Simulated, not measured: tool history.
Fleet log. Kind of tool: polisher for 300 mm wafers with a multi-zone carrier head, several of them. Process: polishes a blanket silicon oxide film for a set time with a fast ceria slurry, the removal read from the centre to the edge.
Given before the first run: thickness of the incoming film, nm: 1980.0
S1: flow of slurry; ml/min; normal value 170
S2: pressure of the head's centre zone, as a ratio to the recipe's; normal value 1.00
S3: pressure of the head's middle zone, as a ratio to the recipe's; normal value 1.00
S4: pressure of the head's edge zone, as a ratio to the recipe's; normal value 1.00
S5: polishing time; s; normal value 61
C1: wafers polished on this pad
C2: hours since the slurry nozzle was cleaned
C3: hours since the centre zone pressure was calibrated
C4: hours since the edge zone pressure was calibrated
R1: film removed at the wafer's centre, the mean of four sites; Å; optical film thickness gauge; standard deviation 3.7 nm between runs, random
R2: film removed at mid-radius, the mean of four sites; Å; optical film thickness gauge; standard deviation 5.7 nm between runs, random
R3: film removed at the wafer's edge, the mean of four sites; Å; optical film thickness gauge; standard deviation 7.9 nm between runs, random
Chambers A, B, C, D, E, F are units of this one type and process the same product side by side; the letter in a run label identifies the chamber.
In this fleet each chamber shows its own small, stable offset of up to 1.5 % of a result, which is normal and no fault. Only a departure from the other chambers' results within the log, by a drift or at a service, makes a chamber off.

At day 0.092: chamber A: worn pad replaced by a new one.
Run 1B, day 0.104: usual settings; C1 278; C2 82.8; C3 176.3; C4 828.7. Result: R1 5993.6 Å, R2 5947.8 Å, R3 5955.6 Å.
Run 2F, day 0.242: usual settings; C1 560; C2 199.3; C3 931.4; C4 492.7. Result: R1 5993.7 Å, R2 5902.7 Å, R3 5915.0 Å.
Run 3E, day 0.379: usual settings; C1 596; C2 149.0; C3 336.5; C4 267.5. Result: R1 5892.8 Å, R2 5906.8 Å, R3 6104.3 Å.
Run 4C, day 0.479: usual settings; C1 513; C2 452.0; C3 820.0; C4 488.2. Result: R1 5984.2 Å, R2 6028.2 Å, R3 5957.5 Å.
Run 5D, day 0.604: usual settings but S2 1.11, S4 1.04; C1 1342; C2 225.2; C3 475.4; C4 225.3. Result: R1 6670.6 Å, R2 5808.1 Å, R3 5938.9 Å.
Run 6A, day 0.783: usual settings but S2 1.11, S4 1.04; C1 227; C2 493.9; C3 1236.7; C4 404.8. Result: R1 6691.8 Å, R2 5940.8 Å, R3 6326.0 Å.
At day 0.912: chamber E: worn pad replaced by a new one.
Run 7A, day 0.962: usual settings but S2 1.11, S4 1.04; C1 286; C2 498.2; C3 1241.0; C4 409.1. Result: R1 6709.1 Å, R2 5883.1 Å, R3 6190.0 Å.
Run 8C, day 1.067: usual settings but S2 1.11, S4 1.04; C1 705; C2 466.1; C3 834.1; C4 502.3. Result: R1 6650.8 Å, R2 5966.7 Å, R3 6117.4 Å.
At day 1.071: chamber D: worn pad replaced by a new one.
At day 1.204: chamber C: worn pad replaced by a new one.
Run 9B, day 1.238: usual settings but S2 1.11, S4 1.04; C1 649; C2 110.0; C3 203.5; C4 855.9. Result: R1 6704.0 Å, R2 5997.1 Å, R3 6013.0 Å.
Run 10E, day 1.354: usual settings but S2 1.11, S4 1.04; C1 145; C2 172.4; C3 359.9; C4 290.9. Result: R1 6660.7 Å, R2 5937.8 Å, R3 5841.5 Å.
Run 11D, day 1.529: usual settings; C1 151; C2 247.4; C3 497.6; C4 247.5. Result: R1 6012.5 Å, R2 5840.5 Å, R3 5978.0 Å.
Run 12F, day 1.721: usual settings; C1 1044; C2 234.8; C3 966.9; C4 528.2. Result: R1 6003.1 Å, R2 5894.2 Å, R3 5931.2 Å.
Run 13D, day 1.879: usual settings; C1 265; C2 255.8; C3 506.0; C4 255.9. Result: R1 6017.6 Å, R2 5861.5 Å, R3 5858.0 Å.
At day 1.921: chamber F: worn pad replaced by a new one.
Run 14F, day 2.067: usual settings; C1 48; C2 243.1; C3 975.2; C4 536.5. Result: R1 5998.5 Å, R2 5918.5 Å, R3 6058.8 Å.
At day 2.238: chamber B: worn pad replaced by a new one.
Run 15A, day 2.238: usual settings; C1 703; C2 528.8; C3 1271.6; C4 439.7. Result: R1 5944.7 Å, R2 5975.3 Å, R3 5957.2 Å.
Run 16C, day 2.362: usual settings; C1 379; C2 497.2; C3 865.2; C4 533.4. Result: R1 5934.9 Å, R2 5931.3 Å, R3 5994.1 Å.
At day 2.367: chamber A: centre zone pressure recalibrated.
Run 17E, day 2.504: usual settings; C1 521; C2 200.0; C3 387.5; C4 318.5. Result: R1 5934.6 Å, R2 5982.3 Å, R3 5890.7 Å.
Run 18B, day 2.617: usual settings; C1 125; C2 143.1; C3 236.6; C4 889.0. Result: R1 6008.4 Å, R2 5939.5 Å, R3 5984.8 Å.
Run 19F, day 2.775: usual settings; C1 280; C2 260.1; C3 992.2; C4 553.5. Result: R1 5961.0 Å, R2 5869.6 Å, R3 5865.7 Å.
Run 20C, day 2.954: usual settings; C1 573; C2 511.4; C3 879.4; C4 547.6. Result: R1 5957.6 Å, R2 6067.8 Å, R3 6079.6 Å.
Run 21E, day 3.100: usual settings; C1 716; C2 214.3; C3 401.8; C4 332.8. Result: R1 5889.2 Å, R2 5848.3 Å, R3 5909.4 Å.
Run 22A, day 3.212: usual settings but S3 0.93; C1 1023; C2 552.2; C3 20.3; C4 463.1. Result: R1 5926.1 Å, R2 5566.9 Å, R3 6036.8 Å.
Run 23D, day 3.329: usual settings but S3 0.93; C1 740; C2 290.6; C3 540.8; C4 290.7. Result: R1 5917.7 Å, R2 5574.3 Å, R3 5827.5 Å.
Run 24B, day 3.500: usual settings but S3 0.93; C1 414; C2 164.3; C3 257.8; C4 910.2. Result: R1 6027.9 Å, R2 5717.6 Å, R3 5962.5 Å.
At day 3.508: chamber E: worn pad replaced by a new one.
Run 25F, day 3.600: usual settings but S3 0.93; C1 550; C2 279.9; C3 1012.0; C4 573.3. Result: R1 5958.8 Å, R2 5522.5 Å, R3 6021.7 Å.
At day 3.729: chamber C: worn pad replaced by a new one.
Run 26C, day 3.792: usual settings but S3 0.93; C1 21; C2 531.5; C3 899.5; C4 567.7. Result: R1 5944.8 Å, R2 5571.2 Å, R3 5844.5 Å.
Run 27B, day 3.929: usual settings but S3 0.93; C1 554; C2 174.6; C3 268.1; C4 920.5. Result: R1 6033.1 Å, R2 5565.1 Å, R3 5826.0 Å.
Run 28A, day 4.096: usual settings; C1 1312; C2 573.4; C3 41.5; C4 484.3. Result: R1 5888.9 Å, R2 5886.1 Å, R3 5967.0 Å.
Run 29D, day 4.192: usual settings but S2 0.89, S5 81 s; C1 1023; C2 311.3; C3 561.5; C4 311.4. Result: R1 6990.8 Å, R2 7938.9 Å, R3 7830.3 Å.
Run 30E, day 4.350: usual settings but S2 0.89, S5 81 s; C1 275; C2 244.3; C3 431.8; C4 362.8. Result: R1 6824.6 Å, R2 7887.7 Å, R3 7827.6 Å.
Run 31C, day 4.488: usual settings but S2 0.89, S5 81 s; C1 249; C2 548.2; C3 916.2; C4 584.4. Result: R1 6908.0 Å, R2 7928.2 Å, R3 7829.0 Å.
Run 32D, day 4.600: usual settings but S2 0.89, S5 81 s; C1 1156; C2 321.1; C3 571.3; C4 321.2. Result: R1 7009.2 Å, R2 7875.4 Å, R3 7799.9 Å.
At day 4.617: chamber A: worn pad replaced by a new one.
At day 4.704: chamber D: worn pad replaced by a new one.
Run 33B, day 4.742: usual settings but S2 0.89, S5 81 s; C1 821; C2 194.1; C3 287.6; C4 940.0. Result: R1 6965.5 Å, R2 7970.6 Å, R3 7814.6 Å.
Run 34E, day 4.862: usual settings but S2 0.89, S5 81 s; C1 443; C2 256.6; C3 444.1; C4 375.1. Result: R1 6735.4 Å, R2 7819.7 Å, R3 7790.5 Å.
Run 35F, day 5.050: usual settings; C1 1025; C2 314.7; C3 1046.8; C4 608.1. Result: R1 5978.3 Å, R2 5957.2 Å, R3 5954.3 Å.
Run 36A, day 5.175: usual settings; C1 183; C2 599.3; C3 67.4; C4 510.2. Result: R1 5902.3 Å, R2 5929.3 Å, R3 6131.7 Å.
Run 37F, day 5.333: usual settings; C1 1118; C2 321.5; C3 1053.6; C4 614.9. Result: R1 5995.5 Å, R2 5876.3 Å, R3 5938.5 Å.
Run 38E, day 5.504: usual settings; C1 653; C2 272.0; C3 459.5; C4 390.5. Result: R1 5650.8 Å, R2 5840.2 Å, R3 5891.1 Å.
At day 5.612: chamber B: worn pad replaced by a new one.
Run 39C, day 5.671: usual settings; C1 637; C2 576.6; C3 944.6; C4 612.8. Result: R1 5945.5 Å, R2 5880.0 Å, R3 5948.7 Å.
Run 40A, day 5.775: usual settings but S3 1.07; C1 379; C2 613.7; C3 81.8; C4 524.6. Result: R1 5970.8 Å, R2 6315.2 Å, R3 6114.5 Å.
At day 5.862: chamber D: slurry nozzle cleaned.
Run 41D, day 5.942: usual settings but S3 1.07; C1 405; C2 2.0; C3 603.5; C4 353.4. Result: R1 5960.8 Å, R2 6332.3 Å, R3 5837.5 Å.
Run 42B, day 6.104: usual settings but S3 1.07; C1 161; C2 226.8; C3 320.3; C4 972.7. Result: R1 6035.0 Å, R2 6301.8 Å, R3 5983.6 Å.

Is one chamber off against the others, does the gauge drift, or is nothing wrong? If a chamber is off, say which, and what the likeliest cause is.

It is chamber E that slowly wanders off from its peers.
Cause: centre zone's pressure below its setpoint, % = 4.57.

Which of the 4 candidates below, each the usual settings with something changed and its results left as question marks, puts chamber E back in line with what the other chambers give on the usual settings?
Maximum distance from the other chambers' mean on the usual settings for a result to count as in line: R1 130.0 Å; R2 200.0 Å; R3 280.0 Å
Run 43E-1, day 6.250: usual settings but S1 165 ml/min, S2 0.96, S3 1.01, S4 1.01. Result: R1 ?, R2 ?, R3 ?.
Run 43E-2, day 6.250: usual settings but S1 165 ml/min, S2 0.94, S3 1.01, S4 1.02, S5 60 s. Result: R1 ?, R2 ?, R3 ?.
Run 43E-3, day 6.250: usual settings but S1 175 ml/min, S2 1.04, S3 0.99, S4 0.99. Result: R1 ?, R2 ?, R3 ?.
Run 43E-4, day 6.250: usual settings but S1 175 ml/min, S2 1.07, S3 0.98, S4 0.98, S5 62 s. Result: R1 ?, R2 ?, R3 ?.

Other chambers, usual settings, mean: R1 5966.6 Å; R2 5940.5 Å; R3 5943.9 Å
  run      R1      R2      R3
43E-1  5372.6  5920.7  5957.4
43E-2  5163.3  5824.2  5889.8
43E-3  5932.5  5871.0  5942.3
43E-4  6219.2  5911.2  6009.1
43E-3 is the one that brings the chamber's results back in line with the other chambers.
